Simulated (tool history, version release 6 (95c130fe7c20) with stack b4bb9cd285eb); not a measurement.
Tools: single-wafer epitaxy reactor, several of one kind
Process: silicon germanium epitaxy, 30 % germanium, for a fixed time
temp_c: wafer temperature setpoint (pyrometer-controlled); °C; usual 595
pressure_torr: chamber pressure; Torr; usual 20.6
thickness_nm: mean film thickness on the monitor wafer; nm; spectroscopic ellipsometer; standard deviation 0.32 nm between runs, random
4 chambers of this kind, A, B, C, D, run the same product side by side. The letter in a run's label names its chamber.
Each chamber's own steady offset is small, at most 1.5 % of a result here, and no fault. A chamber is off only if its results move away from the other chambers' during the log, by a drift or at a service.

| run | day | temp_c | pressure_torr | hours since the last pyrometer calibration | hours since the last manometer calibration | read-back reference wafer on the same gauge, thickness_nm | thickness_nm |
|---|---|---|---|---|---|---|---|
| 1D | 0.55 | 595 | 20.6 | 2041.9 | 1316 | 59.963 | 54.177 |
| 2A | 1.012 | 595 | 20.6 | 2110.1 | 1070.3 | 59.987 | 53.721 |
| 3C | 1.625 | 595 | 20.6 | 1492 | 1812.2 | 59.979 | 53.747 |
| 4B | 2.029 | 595 | 20.6 | 60.9 | 1781.4 | 60.108 | 53.773 |
|  | 2.508 | chamber D: pyrometer calibrated |
|  | 2.604 | chamber B: capacitance manometer re-zeroed and calibrated |
| 5A | 2.683 | 595 | 18.3 | 2150.2 | 1110.4 | 60.072 | 51.842 |
|  | 2.696 | chamber A: capacitance manometer re-zeroed and calibrated |
| 6D | 3.171 | 595 | 18.3 | 15.9 | 1378.9 | 60.018 | 51.484 |
| 7C | 3.579 | 595 | 18.3 | 1538.9 | 1859.1 | 60.024 | 51.227 |
| 8B | 4.012 | 595 | 18.3 | 108.5 | 33.8 | 59.982 | 51.11 |
| 9A | 4.654 | 595 | 20.6 | 2197.5 | 47 | 59.951 | 54.424 |
| 10C | 5.092 | 595 | 20.6 | 1575.2 | 1895.4 | 60.012 | 53.679 |
| 11D | 5.417 | 595 | 20.6 | 69.8 | 1432.8 | 59.969 | 53.92 |
| 12B | 5.771 | 606 | 17.6 | 150.7 | 76 | 60.026 | 62.051 |
| 13D | 6.296 | 606 | 17.6 | 90.9 | 1453.9 | 60.072 | 61.872 |
| 14C | 6.842 | 606 | 17.6 | 1617.2 | 1937.4 | 59.937 | 59.797 |
| 15A | 7.346 | 606 | 17.6 | 2262.1 | 111.6 | 59.86 | 63.162 |
| 16B | 7.888 | 595 | 20.6 | 201.5 | 126.8 | 60.037 | 54.008 |
| 17D | 8.358 | 595 | 20.6 | 140.4 | 1503.4 | 59.974 | 54.628 |
| 18A | 8.846 | 595 | 20.6 | 2298.1 | 147.6 | 60 | 53.883 |
| 19B | 9.446 | 595 | 20.6 | 238.9 | 164.2 | 59.908 | 53.746 |
| 20C | 9.85 | 595 | 20.6 | 1689.4 | 2009.6 | 60.002 | 52.663 |
| 21B | 10.308 | 595 | 20.6 | 259.6 | 184.9 | 60.102 | 53.987 |
| 22C | 10.808 | 595 | 20.6 | 1712.4 | 2032.6 | 60.095 | 52.707 |
| 23D | 11.133 | 595 | 20.6 | 207 | 1570 | 60.044 | 54.3 |
| 24A | 11.775 | 595 | 20.6 | 2368.4 | 217.9 | 60.016 | 54.148 |
| 25B | 12.225 | 595 | 20.6 | 305.6 | 230.9 | 59.997 | 53.265 |
| 26D | 12.821 | 595 | 20.6 | 247.5 | 1610.5 | 60.025 | 53.761 |
| 27A | 13.167 | 595 | 20.6 | 2401.8 | 251.3 | 59.988 | 53.963 |
| 28C | 13.5 | 595 | 20.6 | 1777 | 2097.2 | 59.888 | 51.201 |
| 29A | 13.842 | 595 | 20.6 | 2418 | 267.5 | 60.079 | 54.441 |
| 30D | 14.317 | 595 | 20.6 | 283.4 | 1646.4 | 59.937 | 54.306 |
| 31B | 14.858 | 595 | 20.6 | 368.8 | 294.1 | 60.087 | 53.996 |
| 32C | 15.2 | 595 | 20.6 | 1817.8 | 2138 | 59.943 | 51.487 |
| 33D | 15.508 | 602 | 22.7 | 312 | 1675 | 60.014 | 63.873 |
| 34C | 16.092 | 602 | 22.7 | 1839.2 | 2159.4 | 59.933 | 59.819 |
| 35B | 16.396 | 602 | 22.7 | 405.7 | 331 | 59.969 | 63.447 |
| 36A | 16.688 | 602 | 22.7 | 2486.3 | 335.8 | 60.095 | 63.795 |
| 37B | 17.088 | 606 | 24.9 | 422.3 | 347.6 | 60.023 | 71.532 |

Is one chamber off against the others, does the gauge drift, or is nothing wrong? If a chamber is off, say which, and what the likeliest cause is.

Chamber C drifts away from the others.
Likeliest cause: wafer temperature below the value expected at the setpoint (K) = 3.44.

Here are 4 candidates for chamber C's next run, each the usual settings with a change, their results left as question marks. Which one brings its results back in line with what the others give on the usual settings?
To be in line, a result may differ from the other chambers' mean on the usual settings by at most: thickness_nm 1.1 nm
| 38C-1 | 17.567 | 591 | 20.6 |  |  |  | ? |
| 38C-2 | 17.567 | 602 | 21.4 |  |  |  | ? |
| 38C-3 | 17.567 | 595 | 24 |  |  |  | ? |
| 38C-4 | 17.567 | 595 | 14.5 |  |  |  | ? |

What the other chambers average on the usual settings: thickness_nm 54.067 nm
| run | thickness_nm |
|---|---|
| 38C-1 | 47.08 |
| 38C-2 | 58.441 |
| 38C-3 | 53.833 |
| 38C-4 | 44.143 |
Change 38C-3 lands the chamber within the allowed miss of the other chambers.
